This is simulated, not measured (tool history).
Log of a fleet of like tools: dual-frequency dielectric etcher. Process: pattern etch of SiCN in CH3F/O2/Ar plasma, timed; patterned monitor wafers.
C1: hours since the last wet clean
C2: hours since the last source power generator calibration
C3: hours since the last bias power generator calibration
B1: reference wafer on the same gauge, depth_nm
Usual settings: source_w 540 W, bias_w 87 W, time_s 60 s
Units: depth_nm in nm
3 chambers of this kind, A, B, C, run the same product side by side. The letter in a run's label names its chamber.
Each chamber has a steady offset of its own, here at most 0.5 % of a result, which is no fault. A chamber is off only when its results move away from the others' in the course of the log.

{"run": "1A", "day": 0.325, "source_w": 540, "bias_w": 87, "time_s": 60, "C1": 197.9, "C2": 2902, "C3": 1882.2, "B1": 24.391, "depth_nm": 26.982}
{"run": "2B", "day": 0.654, "source_w": 540, "bias_w": 87, "time_s": 60, "C1": 17.9, "C2": 24.9, "C3": 811.3, "B1": 24.388, "depth_nm": 26.809}
{"run": "3C", "day": 1.112, "source_w": 540, "bias_w": 87, "time_s": 60, "C1": 283, "C2": 1738.9, "C3": 2414.2, "B1": 24.382, "depth_nm": 26.721}
{"run": "4B", "day": 1.508, "source_w": 540, "bias_w": 87, "time_s": 60, "C1": 38.4, "C2": 45.4, "C3": 831.8, "B1": 24.384, "depth_nm": 26.87}
{"run": "5A", "day": 1.733, "source_w": 540, "bias_w": 87, "time_s": 60, "C1": 231.7, "C2": 2935.8, "C3": 1916, "B1": 24.388, "depth_nm": 26.844}
{"run": "6C", "day": 2.046, "source_w": 540, "bias_w": 87, "time_s": 60, "C1": 305.4, "C2": 1761.3, "C3": 2436.6, "B1": 24.405, "depth_nm": 26.889}
{"run": "7A", "day": 2.304, "source_w": 540, "bias_w": 87, "time_s": 60, "C1": 245.4, "C2": 2949.5, "C3": 1929.7, "B1": 24.403, "depth_nm": 26.859}
{"run": "8B", "day": 2.554, "source_w": 540, "bias_w": 87, "time_s": 60, "C1": 63.5, "C2": 70.5, "C3": 856.9, "B1": 24.376, "depth_nm": 26.898}
{"run": "9C", "day": 2.983, "source_w": 490, "bias_w": 87, "time_s": 60, "C1": 327.9, "C2": 1783.8, "C3": 2459.1, "B1": 24.405, "depth_nm": 25.846}
{"run": "10A", "day": 3.2, "source_w": 490, "bias_w": 87, "time_s": 60, "C1": 266.9, "C2": 2971, "C3": 1951.2, "B1": 24.396, "depth_nm": 25.853}
{"run": "11C", "day": 3.442, "source_w": 490, "bias_w": 87, "time_s": 60, "C1": 338.9, "C2": 1794.8, "C3": 2470.1, "B1": 24.4, "depth_nm": 25.907}
{"run": "12B", "day": 3.733, "source_w": 540, "bias_w": 87, "time_s": 60, "C1": 91.8, "C2": 98.8, "C3": 885.2, "B1": 24.414, "depth_nm": 26.838}
{"run": "13B", "day": 4.225, "source_w": 400, "bias_w": 107, "time_s": 60, "C1": 103.6, "C2": 110.6, "C3": 897, "B1": 24.408, "depth_nm": 25.851}
{"run": "14A", "day": 4.658, "source_w": 400, "bias_w": 107, "time_s": 60, "C1": 301.9, "C2": 3006, "C3": 1986.2, "B1": 24.406, "depth_nm": 25.86}
{"run": "15C", "day": 5.008, "source_w": 400, "bias_w": 107, "time_s": 60, "C1": 376.5, "C2": 1832.4, "C3": 2507.7, "B1": 24.399, "depth_nm": 25.961}
{"run": "16A", "day": 5.388, "source_w": 540, "bias_w": 87, "time_s": 60, "C1": 319.4, "C2": 3023.5, "C3": 2003.7, "B1": 24.396, "depth_nm": 26.688}
{"run": "17C", "day": 5.688, "source_w": 620, "bias_w": 87, "time_s": 76.5, "C1": 392.8, "C2": 1848.7, "C3": 2524, "B1": 24.402, "depth_nm": 36.05}
{"run": "18B", "day": 6.088, "source_w": 620, "bias_w": 87, "time_s": 76.5, "C1": 148.3, "C2": 155.3, "C3": 941.7, "B1": 24.404, "depth_nm": 35.843}
{"run": "19C", "day": 6.333, "source_w": 620, "bias_w": 87, "time_s": 76.5, "C1": 408.3, "C2": 1864.2, "C3": 2539.5, "B1": 24.412, "depth_nm": 36.064}
{"day": 6.392, "done": "chamber C: wet clean of the chamber"}
{"run": "20B", "day": 6.725, "source_w": 540, "bias_w": 87, "time_s": 60, "C1": 163.6, "C2": 170.6, "C3": 957, "B1": 24.394, "depth_nm": 26.925}
{"run": "21A", "day": 7.092, "source_w": 540, "bias_w": 87, "time_s": 60, "C1": 360.3, "C2": 3064.4, "C3": 2044.6, "B1": 24.385, "depth_nm": 26.46}
{"run": "22C", "day": 7.325, "source_w": 540, "bias_w": 87, "time_s": 60, "C1": 22.4, "C2": 1888, "C3": 2563.3, "B1": 24.398, "depth_nm": 26.756}
{"run": "23B", "day": 7.729, "source_w": 540, "bias_w": 87, "time_s": 60, "C1": 187.7, "C2": 194.7, "C3": 981.1, "B1": 24.396, "depth_nm": 26.885}
{"run": "24A", "day": 8.0, "source_w": 540, "bias_w": 87, "time_s": 60, "C1": 382.1, "C2": 3086.2, "C3": 2066.4, "B1": 24.389, "depth_nm": 26.445}
{"run": "25C", "day": 8.229, "source_w": 540, "bias_w": 87, "time_s": 60, "C1": 44.1, "C2": 1909.7, "C3": 2585, "B1": 24.401, "depth_nm": 26.996}
{"run": "26A", "day": 8.704, "source_w": 540, "bias_w": 106, "time_s": 60, "C1": 399, "C2": 3103.1, "C3": 2083.3, "B1": 24.407, "depth_nm": 28.688}
{"run": "27B", "day": 9.125, "source_w": 540, "bias_w": 106, "time_s": 60, "C1": 221.2, "C2": 228.2, "C3": 1014.6, "B1": 24.409, "depth_nm": 28.804}
{"run": "28A", "day": 9.579, "source_w": 540, "bias_w": 106, "time_s": 60, "C1": 420, "C2": 3124.1, "C3": 2104.3, "B1": 24.413, "depth_nm": 28.444}
{"run": "29C", "day": 10.033, "source_w": 540, "bias_w": 87, "time_s": 60, "C1": 87.4, "C2": 1953, "C3": 2628.3, "B1": 24.405, "depth_nm": 26.802}
{"run": "30B", "day": 10.321, "source_w": 540, "bias_w": 87, "time_s": 60, "C1": 249.9, "C2": 256.9, "C3": 1043.3, "B1": 24.397, "depth_nm": 26.871}
{"run": "31B", "day": 10.55, "source_w": 540, "bias_w": 87, "time_s": 60, "C1": 255.4, "C2": 262.4, "C3": 1048.8, "B1": 24.398, "depth_nm": 26.887}
{"run": "32A", "day": 11.025, "source_w": 470, "bias_w": 87, "time_s": 60, "C1": 454.7, "C2": 3158.8, "C3": 2139, "B1": 24.389, "depth_nm": 24.965}
{"run": "33C", "day": 11.375, "source_w": 470, "bias_w": 87, "time_s": 60, "C1": 119.6, "C2": 1985.2, "C3": 2660.5, "B1": 24.392, "depth_nm": 25.514}
{"run": "34C", "day": 11.65, "source_w": 470, "bias_w": 87, "time_s": 60, "C1": 126.2, "C2": 1991.8, "C3": 2667.1, "B1": 24.38, "depth_nm": 25.593}
{"run": "35A", "day": 12.092, "source_w": 540, "bias_w": 87, "time_s": 60, "C1": 480.3, "C2": 3184.4, "C3": 2164.6, "B1": 24.415, "depth_nm": 26.176}
{"run": "36B", "day": 12.446, "source_w": 540, "bias_w": 87, "time_s": 60, "C1": 300.9, "C2": 307.9, "C3": 1094.3, "B1": 24.39, "depth_nm": 26.819}
{"run": "37C", "day": 12.888, "source_w": 540, "bias_w": 87, "time_s": 60, "C1": 155.9, "C2": 2021.5, "C3": 2696.8, "B1": 24.408, "depth_nm": 26.722}
{"run": "38B", "day": 13.183, "source_w": 540, "bias_w": 87, "time_s": 60, "C1": 318.6, "C2": 325.6, "C3": 1112, "B1": 24.416, "depth_nm": 26.895}
{"run": "39A", "day": 13.608, "source_w": 540, "bias_w": 87, "time_s": 60, "C1": 516.7, "C2": 3220.8, "C3": 2201, "B1": 24.4, "depth_nm": 26.217}
{"run": "40B", "day": 13.95, "source_w": 540, "bias_w": 87, "time_s": 60, "C1": 337, "C2": 344, "C3": 1130.4, "B1": 24.404, "depth_nm": 26.852}
{"run": "41A", "day": 14.35, "source_w": 540, "bias_w": 87, "time_s": 60, "C1": 534.5, "C2": 3238.6, "C3": 2218.8, "B1": 24.401, "depth_nm": 26.193}
{"run": "42C", "day": 14.612, "source_w": 540, "bias_w": 87, "time_s": 60, "C1": 197.3, "C2": 2062.9, "C3": 2738.2, "B1": 24.391, "depth_nm": 26.854}

Next, every chamber runs the same settings. What will each give?
{"run": "43A", "day": 14.975, "source_w": 540, "bias_w": 100, "time_s": 60, "depth_nm": "?"}
{"run": "43B", "day": 14.975, "source_w": 540, "bias_w": 100, "time_s": 60, "depth_nm": "?"}
{"run": "43C", "day": 14.975, "source_w": 540, "bias_w": 100, "time_s": 60, "depth_nm": "?"}

run=43A depth_nm=27.512
run=43B depth_nm=28.186
run=43C depth_nm=28.233
